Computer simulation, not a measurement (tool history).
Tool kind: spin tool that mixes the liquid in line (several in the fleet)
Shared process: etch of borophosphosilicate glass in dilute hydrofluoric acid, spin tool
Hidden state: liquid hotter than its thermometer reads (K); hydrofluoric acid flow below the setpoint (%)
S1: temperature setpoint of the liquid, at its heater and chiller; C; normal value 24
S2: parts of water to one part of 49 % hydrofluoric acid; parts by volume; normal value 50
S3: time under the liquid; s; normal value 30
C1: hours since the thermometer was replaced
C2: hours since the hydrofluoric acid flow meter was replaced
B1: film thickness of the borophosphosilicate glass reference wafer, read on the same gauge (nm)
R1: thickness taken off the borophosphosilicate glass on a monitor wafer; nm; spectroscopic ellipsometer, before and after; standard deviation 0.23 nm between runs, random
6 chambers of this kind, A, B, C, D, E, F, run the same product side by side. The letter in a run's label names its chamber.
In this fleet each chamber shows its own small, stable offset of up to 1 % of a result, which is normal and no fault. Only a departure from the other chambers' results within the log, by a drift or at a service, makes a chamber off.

Run 1B, hour 13.1: usual settings; C1 1629.4; C2 134.9; B1 39.998. Result: R1 25.619 nm.
Run 2D, hour 25.6: usual settings; C1 1855.4; C2 852.2; B1 40.01. Result: R1 25.438 nm.
At hour 36.9: chamber D: thermometer replaced.
Run 3C, hour 37.2: usual settings; C1 1818.4; C2 526.4; B1 39.998. Result: R1 25.384 nm.
Run 4A, hour 49.5: usual settings; C1 493.7; C2 317; B1 39.97. Result: R1 25.381 nm.
Run 5F, hour 57.9: usual settings; C1 774.1; C2 116.5; B1 40.004. Result: R1 25.415 nm.
Run 6E, hour 64.7: usual settings but S1 20.5 C, S2 60 parts by volume; C1 1124.1; C2 1019.6; B1 39.995. Result: R1 18.428 nm.
At hour 75.8: chamber D: hydrofluoric acid flow meter replaced.
Run 7E, hour 75.8: usual settings but S1 20.5 C, S2 60 parts by volume; C1 1135.2; C2 1030.7; B1 40.033. Result: R1 18.204 nm.
Run 8D, hour 90: usual settings but S1 20.5 C, S2 60 parts by volume; C1 53.2; C2 14.2; B1 40.018. Result: R1 17.715 nm.
Run 9C, hour 103: usual settings but S1 20.5 C, S2 60 parts by volume; C1 1884.2; C2 592.2; B1 40.013. Result: R1 18.249 nm.
Run 10A, hour 111.1: usual settings but S1 20.5 C, S2 60 parts by volume; C1 555.3; C2 378.6; B1 40.015. Result: R1 18.237 nm.
Run 11B, hour 125: usual settings but S1 20.5 C, S2 60 parts by volume; C1 1741.3; C2 246.8; B1 39.996. Result: R1 18.14 nm.
Run 12F, hour 133.2: usual settings; C1 849.4; C2 191.8; B1 40.007. Result: R1 26.092 nm.
Run 13B, hour 143.3: usual settings but S3 15 s; C1 1759.6; C2 265.1; B1 40.007. Result: R1 12.868 nm.
Run 14A, hour 155.4: usual settings but S3 15 s; C1 599.6; C2 422.9; B1 40.022. Result: R1 12.969 nm.
Run 15F, hour 166.5: usual settings but S3 15 s; C1 882.7; C2 225.1; B1 39.965. Result: R1 13.056 nm.
Run 16C, hour 174.5: usual settings but S3 15 s; C1 1955.7; C2 663.7; B1 40.021. Result: R1 13.125 nm.
Run 17D, hour 185: usual settings but S3 15 s; C1 148.2; C2 109.2; B1 40.002. Result: R1 12.679 nm.
At hour 192.8: chamber A: thermometer replaced.
Run 18E, hour 192.9: usual settings but S3 15 s; C1 1252.3; C2 1147.8; B1 39.988. Result: R1 12.882 nm.
Run 19C, hour 206.3: usual settings; C1 1987.5; C2 695.5; B1 40.013. Result: R1 25.714 nm.
Run 20B, hour 212.7: usual settings but S1 20 C, S2 25 parts by volume; C1 1829; C2 334.5; B1 39.987. Result: R1 45.532 nm.
Run 21E, hour 223.8: usual settings but S1 20 C, S2 25 parts by volume; C1 1283.2; C2 1178.7; B1 40.005. Result: R1 44.124 nm.
Run 22F, hour 237.4: usual settings but S1 20 C, S2 25 parts by volume; C1 953.6; C2 296; B1 40.02. Result: R1 46.64 nm.
Run 23D, hour 247.2: usual settings but S1 20 C, S2 25 parts by volume; C1 210.4; C2 171.4; B1 40.036. Result: R1 44.792 nm.
Run 24A, hour 260.8: usual settings but S1 20 C, S2 25 parts by volume; C1 68.1; C2 528.3; B1 40.002. Result: R1 46.317 nm.
Run 25B, hour 273: usual settings but S1 20 C, S2 25 parts by volume; C1 1889.3; C2 394.8; B1 40.008. Result: R1 45.142 nm.
Run 26F, hour 284.6: usual settings; C1 1000.8; C2 343.2; B1 39.991. Result: R1 27.53 nm.
Run 27C, hour 295: usual settings; C1 2076.2; C2 784.2; B1 39.986. Result: R1 25.62 nm.
Run 28D, hour 309.3: usual settings; C1 272.5; C2 233.5; B1 39.999. Result: R1 25.349 nm.
Run 29E, hour 321.7: usual settings; C1 1381.1; C2 1276.6; B1 39.997. Result: R1 25.968 nm.
Run 30A, hour 332.6: usual settings; C1 139.9; C2 600.1; B1 39.992. Result: R1 25.769 nm.
Run 31B, hour 340.2: usual settings; C1 1956.5; C2 462; B1 40.006. Result: R1 25.517 nm.
Run 32D, hour 350.1: usual settings but S1 19.5 C, S2 25 parts by volume; C1 313.3; C2 274.3; B1 40. Result: R1 43.868 nm.
Run 33C, hour 360.7: usual settings but S1 19.5 C, S2 25 parts by volume; C1 2141.9; C2 849.9; B1 40. Result: R1 44.22 nm.
Run 34A, hour 367: usual settings but S1 19.5 C, S2 25 parts by volume; C1 174.3; C2 634.5; B1 40.003. Result: R1 44.494 nm.
Run 35E, hour 381.3: usual settings but S1 19.5 C, S2 25 parts by volume; C1 1440.7; C2 1336.2; B1 39.986. Result: R1 43.299 nm.
Run 36F, hour 389.1: usual settings but S1 19.5 C, S2 25 parts by volume; C1 1105.3; C2 447.7; B1 40.001. Result: R1 48.403 nm.

Is one chamber out of step, is the gauge drifting, or do the chambers differ by no more than their own small offsets? For an off chamber, give its letter and the likeliest cause.

It is chamber F that slowly wanders off from its peers.
What lies behind it: liquid hotter than its thermometer reads (K) = 2.44.
The log might look much the same if the cause were instead: hydrofluoric acid flow above the setpoint (%).

Chamber F could run next with any of the 4 candidate recipes listed below; each alters the usual settings, and their results appear as question marks. Which one brings its results back in line with what the other chambers deliver on the usual settings?
In line here means within this much of the mean the other chambers give on the usual settings: R1 0.79 nm
Run 37F-1, hour 399.5: usual settings but S3 35 s. Result: R1 ?.
Run 37F-2, hour 399.5: usual settings but S1 20.5 C. Result: R1 ?.
Run 37F-3, hour 399.5: usual settings but S1 26.5 C. Result: R1 ?.
Run 37F-4, hour 399.5: usual settings but S2 55 parts by volume. Result: R1 ?.

The mean the other chambers reach with the usual settings: R1 25.66 nm
  run      R1
37F-1  32.646
37F-2  24.197
37F-3  30.971
37F-4  25.246
The right change is 37F-4: it brings the chamber back within the allowed miss of the others.
